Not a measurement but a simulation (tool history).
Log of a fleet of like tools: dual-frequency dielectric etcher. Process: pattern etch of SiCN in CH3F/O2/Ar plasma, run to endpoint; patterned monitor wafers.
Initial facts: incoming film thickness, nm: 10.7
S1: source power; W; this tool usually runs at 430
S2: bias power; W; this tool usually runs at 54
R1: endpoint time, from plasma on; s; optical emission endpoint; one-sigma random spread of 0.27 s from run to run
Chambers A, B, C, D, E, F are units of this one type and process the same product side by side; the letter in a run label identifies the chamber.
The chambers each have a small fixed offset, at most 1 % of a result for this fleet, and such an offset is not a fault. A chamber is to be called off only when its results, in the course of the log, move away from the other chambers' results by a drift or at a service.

run   hour   S1  S2      R1
 1A    8.4  430  54  30.431
 2D   18.6  430  54  30.447
 3B   29.3  430  54  30.303
 4F   36.0  430  54  30.119
 5E   44.7  430  54  30.471
 6C   50.9  480  58  28.664
 7E   57.4  480  58  28.298
      57.6  -- chamber D: wet clean of the chamber
 8C   66.5  480  58  28.373
      68.6  -- chamber A: wet clean of the chamber
      74.7  -- chamber E: wet clean of the chamber
 9F   77.8  480  58  28.876
10B   87.6  480  58  28.863
11A   93.0  480  58  28.305
12D  104.0  430  54  29.996
     108.6  -- chamber C: wet clean of the chamber
13C  116.1  430  54  30.965
14F  124.1  430  48  31.954
15D  133.8  430  48  31.664
16A  139.7  430  48  32.006
17B  147.1  430  48  31.650
18E  153.3  430  48  31.512
19D  161.7  430  48  31.642
20F  173.2  470  59  28.863
21B  179.9  470  59  28.468
22A  189.8  470  59  28.155
23C  199.6  470  59  28.519
24E  206.9  470  59  28.364
25F  213.3  470  59  28.642
26B  219.9  430  54  30.786
27D  227.4  430  54  30.163
28C  238.8  430  54  30.371
29A  247.3  430  54  30.008
30E  256.5  430  54  29.984
     256.9  -- chamber F: source power generator calibrated
31E  264.4  430  54  30.499
     267.9  -- chamber B: bias power generator calibrated
32C  270.8  430  54  30.979
33F  282.5  430  54  30.614
     283.4  -- chamber F: wet clean of the chamber
34B  291.6  430  54  30.611
     293.0  -- chamber C: source power generator calibrated
35A  302.5  430  54  30.317
36D  308.1  430  54  30.228
37C  313.9  500  47  30.719
38E  324.2  500  47  30.074
39B  332.2  500  47  30.246
40D  340.2  500  47  30.167
41A  347.7  500  47  29.819
42F  356.4  500  47  30.348
43C  365.2  430  54  30.928
44B  377.0  430  54  30.999

Next, every chamber runs the same settings. What will each give?
45A  385.9  430  54   ?
45B  385.9  430  54   ?
45C  385.9  430  54   ?
45D  385.9  430  54   ?
45E  385.9  430  54   ?
45F  385.9  430  54   ?

run      R1
45A  30.183
45B  30.862
45C  31.057
45D  30.527
45E  30.209
45F  30.309
